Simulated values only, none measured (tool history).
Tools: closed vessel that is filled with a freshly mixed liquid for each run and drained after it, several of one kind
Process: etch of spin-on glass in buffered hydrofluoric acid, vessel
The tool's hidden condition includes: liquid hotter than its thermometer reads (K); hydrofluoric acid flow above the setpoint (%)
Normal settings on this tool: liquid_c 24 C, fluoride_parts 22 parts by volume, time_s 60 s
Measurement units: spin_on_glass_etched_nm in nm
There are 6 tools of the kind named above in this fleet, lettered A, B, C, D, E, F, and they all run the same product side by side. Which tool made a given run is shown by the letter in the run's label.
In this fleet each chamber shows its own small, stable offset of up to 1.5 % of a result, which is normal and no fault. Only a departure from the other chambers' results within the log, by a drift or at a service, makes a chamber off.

run     day  liquid_c  fluoride_parts  time_s  hours since the thermometer was replaced  hours since the hydrofluoric acid flow meter was replaced  read-back film thickness of the spin-on glass reference wafer, read on the same gauge (nm)  spin_on_glass_etched_nm
 1B   0.158        24              22      60                                     374.2                                                      409.1                                                                                      50.007                   92.405
      0.325  -- chamber F: hydrofluoric acid flow meter replaced
 2A   0.375        24              22      60                                     148.7                                                       29.5                                                                                      50.009                   92.731
 3E   0.662        24              22      60                                    1607.5                                                      436.1                                                                                      50.015                   93.998
 4F   0.888        24              22      60                                    1428.7                                                       13.6                                                                                      50.001                   92.916
 5D   1.212        24              22      60                                     655.7                                                      777.5                                                                                      50.006                   94.844
 6C   1.392        28              22      60                                    2361.9                                                      434.2                                                                                      49.986                  113.470
 7E   1.712        28              22      60                                    1632.7                                                      461.3                                                                                      49.972                  114.960
 8F   2.008        28              22      60                                    1455.6                                                       40.5                                                                                      50.004                  115.130
 9D   2.279        28              22      60                                     681.3                                                      803.1                                                                                      50.014                  116.680
10B   2.504        28              22      60                                     430.5                                                      465.4                                                                                      50.023                  115.300
11C   2.746        28              22      60                                    2394.4                                                      466.7                                                                                      50.013                  113.220
12A   3.062        24              22      60                                     213.2                                                       94.0                                                                                      50.011                   94.122
13B   3.221        24              22      60                                     447.7                                                      482.6                                                                                      49.968                   91.432
14D   3.433        24              22      60                                     709.0                                                      830.8                                                                                      49.973                   92.699
15E   3.688        24              22      60                                    1680.1                                                      508.7                                                                                      50.020                   93.265
16C   3.996        24              22      60                                    2424.4                                                      496.7                                                                                      50.000                   92.134
17F   4.204        24              22      60                                    1508.3                                                       93.2                                                                                      50.004                   91.458
18A   4.446        24              22      60                                     246.4                                                      127.2                                                                                      49.977                   92.807
      4.596  -- chamber C: thermometer replaced
19D   4.779        24              22      60                                     741.3                                                      863.1                                                                                      49.990                   92.328
20C   4.954        24              22      60                                       8.7                                                      519.7                                                                                      49.981                   91.580
21F   5.275        24              22      60                                    1534.0                                                      118.9                                                                                      49.997                   92.355
22A   5.558        24              22      60                                     273.1                                                      153.9                                                                                      49.997                   93.830
23E   5.879        24              22      60                                    1732.7                                                      561.3                                                                                      50.005                   93.059
24B   6.075        24              22      60                                     516.2                                                      551.1                                                                                      50.001                   92.446
25F   6.358        24              22      60                                    1560.0                                                      144.9                                                                                      49.985                   91.495
26E   6.662        24              22      60                                    1751.5                                                      580.1                                                                                      50.011                   93.741
27D   6.875        24              22      60                                     791.6                                                      913.4                                                                                      49.995                   93.995
      6.954  -- chamber B: hydrofluoric acid flow meter replaced
28C   7.171        24              22      60                                      61.9                                                      572.9                                                                                      50.046                   90.491
29A   7.358        24              22      60                                     316.3                                                      197.1                                                                                      50.015                   93.468
30B   7.529        24              22      60                                     551.1                                                       13.8                                                                                      50.024                   92.084
31C   7.708        24              22      60                                      74.8                                                      585.8                                                                                      50.018                   91.893
32A   7.933        24              22      60                                     330.1                                                      210.9                                                                                      49.996                   93.511
33D   8.158        24              22      60                                     822.4                                                      944.2                                                                                      50.038                   92.773
34B   8.462        24              22      60                                     573.5                                                       36.2                                                                                      49.983                   92.304
35E   8.771        24              22      60                                    1802.1                                                      630.7                                                                                      49.997                   93.783
36F   8.967        24              22      60                                    1622.6                                                      207.5                                                                                      50.021                   91.290
37F   9.188        24              22      60                                    1627.9                                                      212.8                                                                                      49.996                   93.291
38D   9.479        24              22      60                                     854.1                                                      975.9                                                                                      49.981                   93.451
39E   9.775        24              22      60                                    1826.2                                                      654.8                                                                                      50.002                   92.849
40B  10.108        24              22      60                                     613.0                                                       75.7                                                                                      50.027                   91.161

Is one chamber off against the others, does the gauge drift, or is nothing wrong? If a chamber is off, say which, and what the likeliest cause is.

No chamber stands off beyond its own small offset, and the gauge holds steady.
